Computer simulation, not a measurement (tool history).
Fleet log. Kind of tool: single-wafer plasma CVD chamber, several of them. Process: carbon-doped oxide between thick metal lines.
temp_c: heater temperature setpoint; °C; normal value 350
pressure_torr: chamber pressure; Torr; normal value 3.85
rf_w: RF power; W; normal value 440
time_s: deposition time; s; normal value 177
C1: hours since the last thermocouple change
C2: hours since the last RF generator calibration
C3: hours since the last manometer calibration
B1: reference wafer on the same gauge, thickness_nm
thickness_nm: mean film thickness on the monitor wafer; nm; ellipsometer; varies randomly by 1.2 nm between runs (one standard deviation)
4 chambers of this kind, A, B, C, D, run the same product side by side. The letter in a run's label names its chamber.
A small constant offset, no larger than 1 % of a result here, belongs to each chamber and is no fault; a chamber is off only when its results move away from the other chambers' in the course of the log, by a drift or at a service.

Run 1D, hour 3.2: usual settings; C1 164.5; C2 876.8; C3 921.5; B1 897.13. Result: thickness_nm 786.4 nm.
Run 2A, hour 7.1: usual settings; C1 1744.1; C2 93.2; C3 1043.8; B1 896.66. Result: thickness_nm 791.03 nm.
Run 3B, hour 12.1: usual settings; C1 674.4; C2 2052.1; C3 750.5; B1 896.96. Result: thickness_nm 791.09 nm.
Run 4C, hour 15.4: usual settings; C1 961.5; C2 1394.6; C3 2862.8; B1 896.26. Result: thickness_nm 780.74 nm.
Run 5A, hour 18.9: usual settings but temp_c 337 °C, time_s 152 s; C1 1755.9; C2 105; C3 1055.6; B1 896. Result: thickness_nm 702.58 nm.
Run 6D, hour 22.2: usual settings but temp_c 337 °C, time_s 152 s; C1 183.5; C2 895.8; C3 940.5; B1 896.2. Result: thickness_nm 696.81 nm.
Run 7B, hour 25.9: usual settings but temp_c 337 °C, time_s 152 s; C1 688.2; C2 2065.9; C3 764.3; B1 895.63. Result: thickness_nm 706.36 nm.
Run 8C, hour 29.1: usual settings but temp_c 337 °C, time_s 152 s; C1 975.2; C2 1408.3; C3 2876.5; B1 896.13. Result: thickness_nm 694.36 nm.
Run 9D, hour 32.9: usual settings but rf_w 485 W; C1 194.2; C2 906.5; C3 951.2; B1 895.53. Result: thickness_nm 839.14 nm.
Run 10C, hour 36.4: usual settings but rf_w 485 W; C1 982.5; C2 1415.6; C3 2883.8; B1 895.79. Result: thickness_nm 833.09 nm.
Run 11A, hour 40.8: usual settings but rf_w 485 W; C1 1777.8; C2 126.9; C3 1077.5; B1 895.47. Result: thickness_nm 843.27 nm.
Run 12B, hour 46.4: usual settings but rf_w 485 W; C1 708.7; C2 2086.4; C3 784.8; B1 895.22. Result: thickness_nm 841.05 nm.
Run 13C, hour 49.6: usual settings; C1 995.7; C2 1428.8; C3 2897; B1 895.11. Result: thickness_nm 779.25 nm.
Run 14B, hour 53.3: usual settings but rf_w 475 W, time_s 204 s; C1 715.6; C2 2093.3; C3 791.7; B1 894.71. Result: thickness_nm 954.37 nm.
Run 15D, hour 57.2: usual settings but rf_w 475 W, time_s 204 s; C1 218.5; C2 930.8; C3 975.5; B1 894.82. Result: thickness_nm 948.97 nm.
At hour 58.9: chamber A: capacitance manometer re-zeroed and calibrated.
Run 16A, hour 62.8: usual settings but rf_w 475 W, time_s 204 s; C1 1799.8; C2 148.9; C3 3.9; B1 894.49. Result: thickness_nm 957.54 nm.
Run 17A, hour 68: usual settings but rf_w 475 W, time_s 204 s; C1 1805; C2 154.1; C3 9.1; B1 894.27. Result: thickness_nm 954.63 nm.
Run 18B, hour 70.7: usual settings; C1 733; C2 2110.7; C3 809.1; B1 894.11. Result: thickness_nm 792.53 nm.
Run 19C, hour 74.5: usual settings; C1 1020.6; C2 1453.7; C3 2921.9; B1 893.51. Result: thickness_nm 780.1 nm.
At hour 77.8: chamber B: RF generator calibrated.
Run 20D, hour 79.2: usual settings; C1 240.5; C2 952.8; C3 997.5; B1 893.95. Result: thickness_nm 781.77 nm.
Run 21B, hour 83.6: usual settings; C1 745.9; C2 5.8; C3 822; B1 893.75. Result: thickness_nm 790.63 nm.
Run 22C, hour 88.5: usual settings; C1 1034.6; C2 1467.7; C3 2935.9; B1 893.33. Result: thickness_nm 778.71 nm.
Run 23D, hour 93: usual settings; C1 254.3; C2 966.6; C3 1011.3; B1 893.38. Result: thickness_nm 782.58 nm.
Run 24A, hour 98.2: usual settings; C1 1835.2; C2 184.3; C3 39.3; B1 892.66. Result: thickness_nm 787.71 nm.
Run 25B, hour 102.3: usual settings; C1 764.6; C2 24.5; C3 840.7; B1 892.71. Result: thickness_nm 789.44 nm.
Run 26C, hour 106.1: usual settings; C1 1052.2; C2 1485.3; C3 2953.5; B1 892.43. Result: thickness_nm 776.68 nm.
Run 27D, hour 111: usual settings; C1 272.3; C2 984.6; C3 1029.3; B1 892.06. Result: thickness_nm 783.33 nm.
Run 28A, hour 115.4: usual settings but temp_c 343 °C; C1 1852.4; C2 201.5; C3 56.5; B1 892.47. Result: thickness_nm 801.92 nm.
Run 29C, hour 120.5: usual settings but temp_c 343 °C; C1 1066.6; C2 1499.7; C3 2967.9; B1 892.57. Result: thickness_nm 792.76 nm.
Run 30B, hour 124.4: usual settings but temp_c 343 °C; C1 786.7; C2 46.6; C3 862.8; B1 891.57. Result: thickness_nm 804.25 nm.
Run 31D, hour 129.2: usual settings but temp_c 343 °C; C1 290.5; C2 1002.8; C3 1047.5; B1 891.85. Result: thickness_nm 795.32 nm.
Run 32A, hour 133.4: usual settings but temp_c 342 °C; C1 1870.4; C2 219.5; C3 74.5; B1 891.35. Result: thickness_nm 802.55 nm.

Read the log: is a single chamber off, either drifting away or since a service, is the gauge that measures every chamber drifting, or is nothing wrong beyond small per-chamber offsets? Name any odd chamber and what most likely caused it.

The shared gauge is drifting. All chambers look as if they move in step, but none is off.
Most likely cause: gauge reads low (%) = 0.625.

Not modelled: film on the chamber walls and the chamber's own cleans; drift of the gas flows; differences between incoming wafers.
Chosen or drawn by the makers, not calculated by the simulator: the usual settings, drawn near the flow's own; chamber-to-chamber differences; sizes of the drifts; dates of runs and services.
